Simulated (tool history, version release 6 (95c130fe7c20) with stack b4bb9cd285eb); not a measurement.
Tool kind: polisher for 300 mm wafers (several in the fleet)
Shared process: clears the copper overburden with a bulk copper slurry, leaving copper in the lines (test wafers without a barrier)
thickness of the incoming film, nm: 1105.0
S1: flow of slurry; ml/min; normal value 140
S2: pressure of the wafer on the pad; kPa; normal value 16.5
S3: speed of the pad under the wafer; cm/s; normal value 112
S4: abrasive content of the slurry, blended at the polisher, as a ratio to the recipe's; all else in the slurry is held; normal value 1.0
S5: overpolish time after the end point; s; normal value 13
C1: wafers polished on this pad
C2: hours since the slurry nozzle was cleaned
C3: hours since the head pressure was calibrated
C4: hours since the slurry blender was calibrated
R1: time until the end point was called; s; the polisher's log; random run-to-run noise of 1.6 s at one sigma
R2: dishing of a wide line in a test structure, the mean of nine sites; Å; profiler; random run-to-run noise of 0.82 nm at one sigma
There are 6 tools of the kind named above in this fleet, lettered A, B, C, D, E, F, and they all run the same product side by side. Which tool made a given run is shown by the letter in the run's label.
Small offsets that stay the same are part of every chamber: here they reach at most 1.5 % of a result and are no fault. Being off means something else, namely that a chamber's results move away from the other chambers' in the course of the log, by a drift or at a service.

{"run": "1B", "hour": 8.0, "S1": 140, "S2": 16.5, "S3": 112, "S4": 1.0, "S5": 13, "C1": 167, "C2": 552.7, "C3": 284.1, "C4": 336.5, "R1": 123.23, "R2": 624.04}
{"hour": 11.1, "done": "chamber D: slurry nozzle cleaned"}
{"run": "2C", "hour": 15.6, "S1": 140, "S2": 16.5, "S3": 112, "S4": 1.0, "S5": 13, "C1": 449, "C2": 178.7, "C3": 803.1, "C4": 207.3, "R1": 124.24, "R2": 637.7}
{"run": "3F", "hour": 26.2, "S1": 140, "S2": 16.5, "S3": 112, "S4": 1.0, "S5": 13, "C1": 818, "C2": 363.5, "C3": 773.8, "C4": 64.8, "R1": 124.92, "R2": 613.71}
{"run": "4D", "hour": 32.1, "S1": 140, "S2": 16.5, "S3": 112, "S4": 1.0, "S5": 13, "C1": 215, "C2": 21.0, "C3": 914.2, "C4": 55.8, "R1": 124.32, "R2": 617.31}
{"hour": 32.7, "done": "chamber C: slurry blender recalibrated"}
{"hour": 38.3, "done": "chamber A: head pressure recalibrated"}
{"run": "5A", "hour": 42.5, "S1": 140, "S2": 16.5, "S3": 112, "S4": 1.0, "S5": 13, "C1": 919, "C2": 434.6, "C3": 4.3, "C4": 106.3, "R1": 126.41, "R2": 617.56}
{"hour": 43.4, "done": "chamber C: worn pad replaced by a new one"}
{"hour": 45.0, "done": "chamber A: slurry blender recalibrated"}
{"run": "6E", "hour": 49.5, "S1": 100, "S2": 16.5, "S3": 140, "S4": 1.0, "S5": 13, "C1": 437, "C2": 245.3, "C3": 196.6, "C4": 212.2, "R1": 104.95, "R2": 688.07}
{"run": "7D", "hour": 56.3, "S1": 100, "S2": 16.5, "S3": 140, "S4": 1.0, "S5": 13, "C1": 363, "C2": 45.2, "C3": 938.4, "C4": 80.0, "R1": 106.24, "R2": 660.42}
{"run": "8B", "hour": 67.3, "S1": 100, "S2": 16.5, "S3": 140, "S4": 1.0, "S5": 13, "C1": 530, "C2": 612.0, "C3": 343.4, "C4": 395.8, "R1": 106.41, "R2": 671.42}
{"hour": 67.9, "done": "chamber B: worn pad replaced by a new one"}
{"hour": 71.3, "done": "chamber B: slurry blender recalibrated"}
{"run": "9F", "hour": 79.1, "S1": 100, "S2": 16.5, "S3": 140, "S4": 1.0, "S5": 13, "C1": 1142, "C2": 416.4, "C3": 826.7, "C4": 117.7, "R1": 108.54, "R2": 676.88}
{"run": "10C", "hour": 88.8, "S1": 100, "S2": 16.5, "S3": 140, "S4": 1.0, "S5": 13, "C1": 278, "C2": 251.9, "C3": 876.3, "C4": 56.2, "R1": 106.43, "R2": 653.05}
{"run": "11E", "hour": 97.6, "S1": 100, "S2": 16.5, "S3": 140, "S4": 1.0, "S5": 13, "C1": 731, "C2": 293.4, "C3": 244.7, "C4": 260.3, "R1": 107.14, "R2": 680.33}
{"hour": 101.0, "done": "chamber C: slurry nozzle cleaned"}
{"hour": 102.9, "done": "chamber E: slurry blender recalibrated"}
{"hour": 106.1, "done": "chamber E: worn pad replaced by a new one"}
{"run": "12A", "hour": 109.4, "S1": 140, "S2": 16.5, "S3": 112, "S4": 1.0, "S5": 13, "C1": 1328, "C2": 501.5, "C3": 71.2, "C4": 64.4, "R1": 124.89, "R2": 621.65}
{"hour": 110.8, "done": "chamber F: worn pad replaced by a new one"}
{"hour": 111.5, "done": "chamber F: slurry blender recalibrated"}
{"run": "13D", "hour": 115.9, "S1": 140, "S2": 16.5, "S3": 112, "S4": 1.0, "S5": 13, "C1": 728, "C2": 104.8, "C3": 998.0, "C4": 139.6, "R1": 123.22, "R2": 594.46}
{"hour": 119.4, "done": "chamber E: slurry nozzle cleaned"}
{"run": "14B", "hour": 125.7, "S1": 140, "S2": 16.5, "S3": 112, "S4": 1.0, "S5": 13, "C1": 354, "C2": 670.4, "C3": 401.8, "C4": 54.5, "R1": 123.19, "R2": 627.96}
{"hour": 128.6, "done": "chamber A: slurry nozzle cleaned"}
{"run": "15F", "hour": 138.4, "S1": 140, "S2": 16.5, "S3": 112, "S4": 1.0, "S5": 13, "C1": 169, "C2": 475.7, "C3": 886.0, "C4": 26.9, "R1": 124.01, "R2": 615.34}
{"hour": 146.2, "done": "chamber C: worn pad replaced by a new one"}
{"hour": 148.8, "done": "chamber A: worn pad replaced by a new one"}
{"run": "16C", "hour": 149.6, "S1": 140, "S2": 16.5, "S3": 112, "S4": 1.0, "S5": 13, "C1": 21, "C2": 48.7, "C3": 937.1, "C4": 117.0, "R1": 121.92, "R2": 621.54}
{"hour": 156.6, "done": "chamber A: slurry blender recalibrated"}
{"run": "17E", "hour": 156.7, "S1": 140, "S2": 21.4, "S3": 112, "S4": 1.0, "S5": 9, "C1": 309, "C2": 37.3, "C3": 303.8, "C4": 53.8, "R1": 96.092, "R2": 597.94}
{"hour": 165.2, "done": "chamber B: worn pad replaced by a new one"}
{"run": "18A", "hour": 167.7, "S1": 140, "S2": 21.4, "S3": 112, "S4": 1.0, "S5": 9, "C1": 116, "C2": 39.2, "C3": 129.5, "C4": 11.1, "R1": 95.809, "R2": 600.15}
{"run": "19C", "hour": 178.2, "S1": 140, "S2": 21.4, "S3": 112, "S4": 1.0, "S5": 9, "C1": 196, "C2": 77.3, "C3": 965.7, "C4": 145.6, "R1": 96.31, "R2": 599.5}
{"hour": 178.7, "done": "chamber D: worn pad replaced by a new one"}
{"run": "20F", "hour": 189.7, "S1": 140, "S2": 21.4, "S3": 112, "S4": 1.0, "S5": 9, "C1": 483, "C2": 527.0, "C3": 937.3, "C4": 78.2, "R1": 95.25, "R2": 572.91}
{"run": "21A", "hour": 201.6, "S1": 140, "S2": 21.4, "S3": 112, "S4": 1.0, "S5": 9, "C1": 323, "C2": 73.1, "C3": 163.4, "C4": 45.0, "R1": 97.434, "R2": 583.16}
{"run": "22E", "hour": 211.2, "S1": 140, "S2": 21.4, "S3": 112, "S4": 1.0, "S5": 9, "C1": 643, "C2": 91.8, "C3": 358.3, "C4": 108.3, "R1": 94.831, "R2": 587.37}
{"run": "23D", "hour": 222.2, "S1": 140, "S2": 16.5, "S3": 112, "S4": 1.0, "S5": 13, "C1": 266, "C2": 211.1, "C3": 1104.3, "C4": 245.9, "R1": 122.06, "R2": 595.21}
{"hour": 225.8, "done": "chamber F: slurry nozzle cleaned"}
{"run": "24B", "hour": 233.7, "S1": 140, "S2": 16.5, "S3": 112, "S4": 0.9, "S5": 13, "C1": 419, "C2": 778.4, "C3": 509.8, "C4": 162.5, "R1": 128.78, "R2": 612.77}
{"hour": 239.3, "done": "chamber C: head pressure recalibrated"}
{"run": "25C", "hour": 244.3, "S1": 140, "S2": 16.5, "S3": 112, "S4": 0.9, "S5": 13, "C1": 600, "C2": 143.4, "C3": 5.0, "C4": 211.7, "R1": 126.83, "R2": 590.75}
{"hour": 246.9, "done": "chamber E: worn pad replaced by a new one"}
{"run": "26F", "hour": 252.2, "S1": 140, "S2": 16.5, "S3": 112, "S4": 0.9, "S5": 13, "C1": 865, "C2": 26.4, "C3": 999.8, "C4": 140.7, "R1": 126.2, "R2": 599.84}
{"hour": 255.0, "done": "chamber B: worn pad replaced by a new one"}
{"hour": 255.8, "done": "chamber C: worn pad replaced by a new one"}
{"run": "27E", "hour": 264.4, "S1": 140, "S2": 16.5, "S3": 112, "S4": 0.9, "S5": 13, "C1": 107, "C2": 145.0, "C3": 411.5, "C4": 161.5, "R1": 127.66, "R2": 598.64}
{"hour": 266.8, "done": "chamber A: slurry blender recalibrated"}
{"hour": 268.7, "done": "chamber F: slurry blender recalibrated"}
{"run": "28B", "hour": 275.8, "S1": 140, "S2": 16.5, "S3": 112, "S4": 0.9, "S5": 13, "C1": 127, "C2": 820.5, "C3": 551.9, "C4": 204.6, "R1": 129.15, "R2": 603.44}
{"run": "29D", "hour": 285.2, "S1": 140, "S2": 16.5, "S3": 112, "S4": 0.9, "S5": 13, "C1": 652, "C2": 274.1, "C3": 1167.3, "C4": 308.9, "R1": 126.71, "R2": 604.8}
{"hour": 286.6, "done": "chamber C: slurry blender recalibrated"}
{"run": "30A", "hour": 295.4, "S1": 140, "S2": 16.5, "S3": 112, "S4": 1.0, "S5": 13, "C1": 897, "C2": 166.9, "C3": 257.2, "C4": 28.7, "R1": 125.16, "R2": 611.0}
{"run": "31C", "hour": 303.8, "S1": 140, "S2": 16.5, "S3": 112, "S4": 1.0, "S5": 13, "C1": 294, "C2": 202.9, "C3": 64.5, "C4": 17.3, "R1": 127.5, "R2": 629.77}
{"hour": 304.6, "done": "chamber D: head pressure recalibrated"}
{"run": "32F", "hour": 314.7, "S1": 140, "S2": 16.5, "S3": 112, "S4": 1.0, "S5": 13, "C1": 1248, "C2": 88.9, "C3": 1062.3, "C4": 46.1, "R1": 123.95, "R2": 599.1}
{"hour": 322.7, "done": "chamber F: worn pad replaced by a new one"}
{"run": "33B", "hour": 325.1, "S1": 140, "S2": 16.5, "S3": 94, "S4": 1.0, "S5": 13, "C1": 429, "C2": 869.8, "C3": 601.2, "C4": 253.9, "R1": 149.92, "R2": 542.97}
{"run": "34E", "hour": 334.8, "S1": 140, "S2": 16.5, "S3": 94, "S4": 1.0, "S5": 13, "C1": 538, "C2": 215.4, "C3": 481.9, "C4": 231.9, "R1": 147.33, "R2": 549.46}
{"hour": 335.0, "done": "chamber D: slurry blender recalibrated"}
{"hour": 336.3, "done": "chamber B: slurry nozzle cleaned"}
{"hour": 342.8, "done": "chamber B: worn pad replaced by a new one"}
{"run": "35A", "hour": 344.4, "S1": 140, "S2": 16.5, "S3": 94, "S4": 1.0, "S5": 13, "C1": 1197, "C2": 215.9, "C3": 306.2, "C4": 77.7, "R1": 147.28, "R2": 541.92}
{"run": "36D", "hour": 353.3, "S1": 140, "S2": 16.5, "S3": 94, "S4": 1.0, "S5": 13, "C1": 1068, "C2": 342.2, "C3": 48.8, "C4": 18.4, "R1": 148.81, "R2": 545.76}
{"run": "37C", "hour": 360.7, "S1": 140, "S2": 16.5, "S3": 94, "S4": 1.0, "S5": 13, "C1": 642, "C2": 259.8, "C3": 121.4, "C4": 74.2, "R1": 150.21, "R2": 543.79}
{"hour": 371.2, "done": "chamber D: worn pad replaced by a new one"}
{"run": "38D", "hour": 371.6, "S1": 140, "S2": 16.5, "S3": 94, "S4": 1.0, "S5": 13, "C1": 2, "C2": 360.5, "C3": 67.1, "C4": 36.7, "R1": 144.23, "R2": 554.33}
{"run": "39B", "hour": 379.3, "S1": 140, "S2": 16.5, "S3": 112, "S4": 1.0, "S5": 13, "C1": 223, "C2": 43.1, "C3": 655.4, "C4": 308.1, "R1": 121.02, "R2": 619.89}
{"hour": 381.5, "done": "chamber A: worn pad replaced by a new one"}
{"run": "40A", "hour": 386.2, "S1": 140, "S2": 16.5, "S3": 112, "S4": 1.0, "S5": 13, "C1": 28, "C2": 257.7, "C3": 348.0, "C4": 119.5, "R1": 123.93, "R2": 614.38}
{"run": "41F", "hour": 394.9, "S1": 140, "S2": 16.5, "S3": 112, "S4": 1.0, "S5": 13, "C1": 442, "C2": 169.1, "C3": 1142.5, "C4": 126.3, "R1": 125.02, "R2": 625.24}

Predict what each chamber gives when all 6 of them run the settings below next.
{"run": "42A", "hour": 404.2, "S1": 140, "S2": 16.5, "S3": 112, "S4": 1.0, "S5": 13, "R1": "?", "R2": "?"}
{"run": "42B", "hour": 404.2, "S1": 140, "S2": 16.5, "S3": 112, "S4": 1.0, "S5": 13, "R1": "?", "R2": "?"}
{"run": "42C", "hour": 404.2, "S1": 140, "S2": 16.5, "S3": 112, "S4": 1.0, "S5": 13, "R1": "?", "R2": "?"}
{"run": "42D", "hour": 404.2, "S1": 140, "S2": 16.5, "S3": 112, "S4": 1.0, "S5": 13, "R1": "?", "R2": "?"}
{"run": "42E", "hour": 404.2, "S1": 140, "S2": 16.5, "S3": 112, "S4": 1.0, "S5": 13, "R1": "?", "R2": "?"}
{"run": "42F", "hour": 404.2, "S1": 140, "S2": 16.5, "S3": 112, "S4": 1.0, "S5": 13, "R1": "?", "R2": "?"}

run=42A R1=127.820 R2=610.15
run=42B R1=123.670 R2=614.05
run=42C R1=124.360 R2=613.61
run=42D R1=126.190 R2=606.41
run=42E R1=121.200 R2=608.65
run=42F R1=123.070 R2=613.63
